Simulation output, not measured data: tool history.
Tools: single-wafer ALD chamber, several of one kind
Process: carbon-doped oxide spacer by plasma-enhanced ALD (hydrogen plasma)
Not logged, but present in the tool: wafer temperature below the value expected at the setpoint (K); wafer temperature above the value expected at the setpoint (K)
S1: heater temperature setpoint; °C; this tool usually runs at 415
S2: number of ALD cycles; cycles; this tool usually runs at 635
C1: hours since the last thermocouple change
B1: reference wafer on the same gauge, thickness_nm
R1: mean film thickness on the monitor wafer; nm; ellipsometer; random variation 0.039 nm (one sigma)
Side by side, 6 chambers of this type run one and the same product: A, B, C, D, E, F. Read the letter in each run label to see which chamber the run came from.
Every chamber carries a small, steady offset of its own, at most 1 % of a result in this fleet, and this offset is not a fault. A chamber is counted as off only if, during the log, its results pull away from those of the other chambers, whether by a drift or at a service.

Run 1B, hour 8.5: usual settings; C1 844.5; B1 34.695. Result: R1 30.328 nm.
Run 2A, hour 15.4: usual settings; C1 547.2; B1 34.685. Result: R1 30.431 nm.
Run 3D, hour 21: usual settings; C1 2217.9; B1 34.688. Result: R1 30.074 nm.
Run 4E, hour 25.5: usual settings; C1 457.4; B1 34.685. Result: R1 30.394 nm.
Run 5F, hour 31.9: usual settings; C1 45.8; B1 34.682. Result: R1 30.109 nm.
Run 6C, hour 38.1: usual settings; C1 459.9; B1 34.675. Result: R1 30.258 nm.
Run 7A, hour 42: usual settings but S2 512 cycles; C1 573.8; B1 34.671. Result: R1 24.58 nm.
Run 8C, hour 50.1: usual settings but S2 512 cycles; C1 471.9; B1 34.673. Result: R1 24.416 nm.
Run 9B, hour 57.9: usual settings but S2 512 cycles; C1 893.9; B1 34.659. Result: R1 24.457 nm.
Run 10F, hour 63.6: usual settings but S2 512 cycles; C1 77.5; B1 34.657. Result: R1 24.215 nm.
Run 11D, hour 68.7: usual settings but S2 512 cycles; C1 2265.6; B1 34.649. Result: R1 24.285 nm.
Run 12E, hour 73.6: usual settings but S2 512 cycles; C1 505.5; B1 34.647. Result: R1 24.485 nm.
Run 13A, hour 81.8: usual settings; C1 613.6; B1 34.64. Result: R1 30.403 nm.
Run 14E, hour 86.1: usual settings; C1 518; B1 34.637. Result: R1 30.367 nm.
Run 15F, hour 94.6: usual settings; C1 108.5; B1 34.637. Result: R1 29.991 nm.
Run 16C, hour 98.6: usual settings; C1 520.4; B1 34.627. Result: R1 30.266 nm.
Run 17D, hour 106.4: usual settings; C1 2303.3; B1 34.627. Result: R1 30.148 nm.
Run 18B, hour 110.8: usual settings but S1 426 °C; C1 946.8; B1 34.617. Result: R1 29.297 nm.
Run 19C, hour 119.8: usual settings but S1 426 °C; C1 541.6; B1 34.62. Result: R1 29.194 nm.
Run 20F, hour 127.6: usual settings but S1 426 °C; C1 141.5; B1 34.606. Result: R1 28.909 nm.
Run 21B, hour 136.1: usual settings but S1 426 °C; C1 972.1; B1 34.599. Result: R1 29.206 nm.
Run 22E, hour 144.1: usual settings but S1 426 °C; C1 576; B1 34.593. Result: R1 29.243 nm.
Run 23A, hour 150.4: usual settings but S1 426 °C; C1 682.2; B1 34.6. Result: R1 29.408 nm.
Run 24D, hour 155.9: usual settings; C1 2352.8; B1 34.586. Result: R1 30.106 nm.
Run 25C, hour 160.6: usual settings; C1 582.4; B1 34.593. Result: R1 30.161 nm.
Run 26D, hour 164.7: usual settings; C1 2361.6; B1 34.587. Result: R1 30.058 nm.
Run 27B, hour 169.6: usual settings; C1 1005.6; B1 34.58. Result: R1 30.226 nm.
Run 28F, hour 177.7: usual settings; C1 191.6; B1 34.56. Result: R1 30.013 nm.
Run 29E, hour 185: usual settings; C1 616.9; B1 34.57. Result: R1 30.297 nm.
Run 30A, hour 193.4: usual settings; C1 725.2; B1 34.57. Result: R1 30.415 nm.
Run 31B, hour 200.8: usual settings; C1 1036.8; B1 34.551. Result: R1 30.211 nm.
Run 32D, hour 205.6: usual settings; C1 2402.5; B1 34.561. Result: R1 30.183 nm.
Run 33E, hour 209.7: usual settings but S1 410 °C, S2 734 cycles; C1 641.6; B1 34.545. Result: R1 35.541 nm.
Run 34A, hour 213.8: usual settings but S1 410 °C, S2 734 cycles; C1 745.6; B1 34.55. Result: R1 35.696 nm.
Run 35C, hour 220.6: usual settings but S1 410 °C, S2 734 cycles; C1 642.4; B1 34.545. Result: R1 35.436 nm.
Run 36F, hour 228.9: usual settings but S1 410 °C, S2 734 cycles; C1 242.8; B1 34.547. Result: R1 35.125 nm.
Run 37E, hour 235.7: usual settings but S1 410 °C, S2 734 cycles; C1 667.6; B1 34.528. Result: R1 35.529 nm.
At hour 238.7: chamber D: thermocouple changed; heater temperature recalibrated.
Run 38D, hour 239.8: usual settings but S1 410 °C, S2 734 cycles; C1 1.2; B1 34.524. Result: R1 35.254 nm.
Run 39B, hour 246.4: usual settings; C1 1082.4; B1 34.521. Result: R1 30.164 nm.
Run 40A, hour 251.2: usual settings but S2 704 cycles; C1 783; B1 34.522. Result: R1 33.634 nm.

Does one chamber stand apart from the rest, does the shared gauge drift, or is all well apart from small per-chamber offsets? Give the chamber and the most likely cause, where there is one.

The shared gauge is drifting. All chambers look as if they move in step, but none is off.
Likeliest cause: gauge reads low (%) = 0.529.
